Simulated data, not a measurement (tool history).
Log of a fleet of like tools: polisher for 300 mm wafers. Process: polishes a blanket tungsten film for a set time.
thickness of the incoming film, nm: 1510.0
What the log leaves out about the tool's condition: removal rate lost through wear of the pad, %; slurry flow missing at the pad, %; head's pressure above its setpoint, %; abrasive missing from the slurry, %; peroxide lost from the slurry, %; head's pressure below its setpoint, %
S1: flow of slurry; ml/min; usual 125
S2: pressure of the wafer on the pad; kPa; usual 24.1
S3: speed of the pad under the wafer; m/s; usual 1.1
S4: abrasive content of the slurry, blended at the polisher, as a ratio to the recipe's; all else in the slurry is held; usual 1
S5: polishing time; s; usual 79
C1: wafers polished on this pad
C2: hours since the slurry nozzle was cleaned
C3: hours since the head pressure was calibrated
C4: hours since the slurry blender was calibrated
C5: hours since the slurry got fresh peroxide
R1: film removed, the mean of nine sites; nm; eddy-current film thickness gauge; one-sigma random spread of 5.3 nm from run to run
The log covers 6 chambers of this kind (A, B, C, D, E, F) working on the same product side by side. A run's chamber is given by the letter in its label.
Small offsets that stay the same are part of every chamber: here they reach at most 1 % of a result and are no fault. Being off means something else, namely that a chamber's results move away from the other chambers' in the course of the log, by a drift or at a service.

| run | hour | S1 | S2 | S3 | S4 | S5 | C1 | C2 | C3 | C4 | C5 | R1 |
|---|---|---|---|---|---|---|---|---|---|---|---|---|
|  | 9 | chamber B: slurry tank refilled with fresh slurry and peroxide |
| 1F | 12 | 125 | 24.1 | 1.1 | 1 | 79 | 575 | 284 | 90 | 74.3 | 43.3 | 346.31 |
|  | 13.7 | chamber D: worn pad replaced by a new one |
|  | 15 | chamber C: slurry nozzle cleaned |
|  | 15.1 | chamber B: worn pad replaced by a new one |
|  | 15.7 | chamber A: slurry blender recalibrated |
|  | 20.9 | chamber A: worn pad replaced by a new one |
| 2E | 22.4 | 125 | 24.1 | 1.1 | 1 | 79 | 535 | 268.6 | 434.9 | 104.2 | 84.7 | 348.04 |
| 3D | 29.7 | 125 | 24.1 | 1.1 | 1 | 79 | 199 | 212 | 1328.1 | 45.1 | 37.4 | 357.19 |
| 4C | 36.8 | 125 | 24.1 | 1.1 | 1 | 79 | 919 | 21.9 | 534.9 | 277.1 | 58.1 | 341.73 |
|  | 44.2 | chamber F: slurry nozzle cleaned |
|  | 47 | chamber F: slurry blender recalibrated |
| 5B | 49.2 | 125 | 29.6 | 1.1 | 1.2 | 79 | 423 | 862.9 | 679.7 | 250.6 | 40.3 | 453.29 |
|  | 52.6 | chamber F: slurry tank refilled with fresh slurry and peroxide |
|  | 54.2 | chamber F: worn pad replaced by a new one |
|  | 57.2 | chamber D: slurry nozzle cleaned |
| 6A | 58.9 | 125 | 29.6 | 1.1 | 1.2 | 79 | 472 | 249.7 | 902.5 | 43.3 | 117.3 | 444.67 |
|  | 63.9 | chamber C: worn pad replaced by a new one |
| 7A | 66.5 | 125 | 29.6 | 1.1 | 1.2 | 79 | 566 | 257.3 | 910.1 | 50.9 | 124.9 | 450.65 |
|  | 67.6 | chamber E: slurry blender recalibrated |
| 8F | 74.7 | 125 | 29.6 | 1.1 | 1.2 | 79 | 254 | 30.6 | 152.7 | 27.7 | 22.1 | 452.34 |
|  | 78 | chamber E: worn pad replaced by a new one |
|  | 81.6 | chamber D: slurry blender recalibrated |
| 9D | 82.6 | 125 | 29.6 | 1.1 | 1.2 | 79 | 855 | 25.4 | 1381 | 1.1 | 90.3 | 457.09 |
|  | 86.4 | chamber D: worn pad replaced by a new one |
|  | 92.1 | chamber B: worn pad replaced by a new one |
|  | 93.5 | chamber E: slurry nozzle cleaned |
| 10C | 93.6 | 125 | 29.6 | 1.1 | 1.2 | 79 | 369 | 78.7 | 591.7 | 333.9 | 114.9 | 448.52 |
|  | 93.7 | chamber B: slurry nozzle cleaned |
|  | 96.1 | chamber B: slurry tank refilled with fresh slurry and peroxide |
| 11E | 105.5 | 125 | 24.1 | 1.1 | 1 | 79 | 342 | 12.1 | 518 | 38 | 167.8 | 347.71 |
| 12B | 111.3 | 125 | 24.1 | 1.1 | 1 | 79 | 238 | 17.6 | 741.8 | 312.7 | 15.2 | 351.77 |
| 13A | 117 | 125 | 24.1 | 1.1 | 1 | 79 | 1193 | 307.8 | 960.6 | 101.4 | 175.4 | 351.16 |
|  | 118.9 | chamber C: slurry tank refilled with fresh slurry and peroxide |
|  | 120.8 | chamber A: slurry tank refilled with fresh slurry and peroxide |
|  | 121.8 | chamber D: slurry tank refilled with fresh slurry and peroxide |
|  | 126.8 | chamber E: slurry tank refilled with fresh slurry and peroxide |
| 14F | 129.1 | 125 | 24.1 | 1.1 | 1 | 79 | 929 | 85 | 207.1 | 82.1 | 76.5 | 344.31 |
|  | 137.4 | chamber F: slurry tank refilled with fresh slurry and peroxide |
|  | 137.6 | chamber A: worn pad replaced by a new one |
| 15D | 140.5 | 125 | 24.1 | 1.1 | 1 | 79 | 672 | 83.3 | 1438.9 | 59 | 18.8 | 352.92 |
|  | 146.7 | chamber F: worn pad replaced by a new one |
| 16B | 148 | 125 | 24.1 | 1.1 | 1 | 79 | 694 | 54.3 | 778.5 | 349.4 | 51.9 | 355.87 |
|  | 153.4 | chamber D: worn pad replaced by a new one |
| 17C | 155.5 | 125 | 24.1 | 1.1 | 1 | 79 | 1137 | 140.6 | 653.6 | 395.8 | 36.6 | 354.94 |
|  | 156.3 | chamber F: slurry blender recalibrated |
|  | 157.6 | chamber C: slurry blender recalibrated |
|  | 158.9 | chamber C: worn pad replaced by a new one |
|  | 161.5 | chamber A: slurry nozzle cleaned |
|  | 167.3 | chamber B: worn pad replaced by a new one |
| 18E | 168.3 | 125 | 24.1 | 1.1 | 1 | 79 | 1121 | 74.9 | 580.8 | 100.8 | 41.6 | 354.84 |
| 19A | 175.8 | 125 | 24.1 | 1.1 | 1 | 79 | 474 | 14.4 | 1019.4 | 160.2 | 55 | 346.68 |
|  | 178.9 | chamber E: worn pad replaced by a new one |
| 20E | 186.2 | 125 | 24.1 | 0.82 | 1 | 79 | 91 | 92.8 | 598.7 | 118.7 | 59.5 | 257.65 |
|  | 186.7 | chamber E: head pressure recalibrated |
|  | 188 | chamber B: slurry tank refilled with fresh slurry and peroxide |
|  | 192.6 | chamber D: slurry blender recalibrated |
| 21D | 192.9 | 125 | 24.1 | 0.82 | 1 | 79 | 490 | 135.7 | 1491.3 | 0.3 | 71.2 | 270.12 |
|  | 197.9 | chamber B: slurry blender recalibrated |
| 22F | 205.1 | 125 | 24.1 | 0.82 | 1 | 79 | 725 | 161 | 283.1 | 48.8 | 67.7 | 258.38 |
| 23B | 213.1 | 125 | 24.1 | 0.82 | 1 | 79 | 569 | 119.4 | 843.6 | 15.2 | 25.2 | 273.62 |
|  | 213.4 | chamber F: slurry tank refilled with fresh slurry and peroxide |
| 24C | 218.9 | 125 | 24.1 | 0.82 | 1 | 79 | 744 | 204 | 717 | 61.3 | 100 | 266.47 |
|  | 220.5 | chamber D: worn pad replaced by a new one |
|  | 226.1 | chamber E: slurry blender recalibrated |
|  | 228.9 | chamber F: worn pad replaced by a new one |
| 25D | 229.2 | 125 | 24.1 | 0.82 | 1 | 79 | 108 | 172 | 1527.6 | 36.6 | 107.5 | 258.1 |
|  | 238.1 | chamber A: worn pad replaced by a new one |
| 26C | 240.3 | 125 | 24.1 | 1.1 | 1 | 79 | 1010 | 225.4 | 738.4 | 82.7 | 121.4 | 352.71 |
|  | 247.2 | chamber B: worn pad replaced by a new one |
| 27A | 248.3 | 125 | 24.1 | 1.1 | 1 | 79 | 127 | 86.9 | 1091.9 | 232.7 | 127.5 | 355.23 |
|  | 256 | chamber D: slurry nozzle cleaned |
|  | 258.2 | chamber C: slurry tank refilled with fresh slurry and peroxide |
| 28B | 258.7 | 125 | 24.1 | 1.1 | 1 | 79 | 143 | 165 | 889.2 | 60.8 | 70.8 | 354.44 |
|  | 261.6 | chamber A: slurry blender recalibrated |
|  | 262.9 | chamber D: slurry tank refilled with fresh slurry and peroxide |
|  | 267.2 | chamber C: worn pad replaced by a new one |
| 29E | 269.2 | 125 | 24.1 | 1.1 | 1 | 79 | 1121 | 175.8 | 82.5 | 43.2 | 142.5 | 300.68 |
|  | 271.9 | chamber B: slurry tank refilled with fresh slurry and peroxide |
|  | 277.8 | chamber D: head pressure recalibrated |
| 30F | 281.4 | 125 | 24.1 | 1.1 | 1 | 79 | 652 | 237.3 | 359.4 | 125.1 | 68 | 338.17 |
|  | 281.8 | chamber F: slurry blender recalibrated |
|  | 284.3 | chamber E: worn pad replaced by a new one |
|  | 291.1 | chamber F: slurry tank refilled with fresh slurry and peroxide |
| 31D | 293.2 | 125 | 24.1 | 1.1 | 1 | 79 | 902 | 37.3 | 15.4 | 100.6 | 30.4 | 357.69 |
|  | 294.8 | chamber D: slurry blender recalibrated |
|  | 298 | chamber D: worn pad replaced by a new one |
|  | 299 | chamber E: slurry tank refilled with fresh slurry and peroxide |
|  | 302.1 | chamber C: slurry nozzle cleaned |
| 32E | 305.2 | 125 | 24.1 | 1.1 | 1 | 79 | 259 | 211.8 | 118.5 | 79.2 | 6.2 | 317.96 |
| 33F | 315.1 | 125 | 24.1 | 1.1 | 1 | 79 | 1070 | 271 | 393.1 | 33.4 | 24 | 345.12 |
|  | 316.9 | chamber B: worn pad replaced by a new one |
|  | 318.6 | chamber A: slurry tank refilled with fresh slurry and peroxide |
| 34C | 325.1 | 125 | 24.1 | 1.1 | 1 | 79 | 719 | 23.1 | 823.2 | 167.5 | 67 | 350.68 |
|  | 328.6 | chamber F: worn pad replaced by a new one |
| 35A | 332.9 | 125 | 24.1 | 1.1 | 1 | 79 | 1177 | 171.5 | 1176.5 | 71.4 | 14.4 | 355.25 |
| 36B | 338.6 | 125 | 24.1 | 1.1 | 1 | 79 | 269 | 244.9 | 969.1 | 140.7 | 66.7 | 353.39 |
| 37D | 347.2 | 125 | 24.1 | 1.1 | 1 | 79 | 610 | 91.3 | 69.4 | 52.4 | 84.4 | 353.67 |
|  | 349.3 | chamber B: slurry tank refilled with fresh slurry and peroxide |
|  | 349.4 | chamber F: slurry nozzle cleaned |
| 38B | 356.9 | 125 | 24.1 | 1.1 | 1.25 | 97 | 496 | 263.2 | 987.4 | 159 | 7.6 | 455.94 |
|  | 360.6 | chamber F: slurry tank refilled with fresh slurry and peroxide |
| 39F | 368.3 | 125 | 24.1 | 1.1 | 1.25 | 97 | 493 | 19 | 446.3 | 86.6 | 7.7 | 450.35 |

Next, all 6 chambers run the settings below, one line each with question marks for the results. What does each chamber give?
| 40A | 377.6 | 125 | 24.1 | 1.1 | 1 | 79 |  |  |  |  |  | ? |
| 40B | 377.6 | 125 | 24.1 | 1.1 | 1 | 79 |  |  |  |  |  | ? |
| 40C | 377.6 | 125 | 24.1 | 1.1 | 1 | 79 |  |  |  |  |  | ? |
| 40D | 377.6 | 125 | 24.1 | 1.1 | 1 | 79 |  |  |  |  |  | ? |
| 40E | 377.6 | 125 | 24.1 | 1.1 | 1 | 79 |  |  |  |  |  | ? |
| 40F | 377.6 | 125 | 24.1 | 1.1 | 1 | 79 |  |  |  |  |  | ? |

| run | R1 |
|---|---|
| 40A | 357.24 |
| 40B | 360.89 |
| 40C | 343.79 |
| 40D | 357.86 |
| 40E | 307.08 |
| 40F | 352.31 |
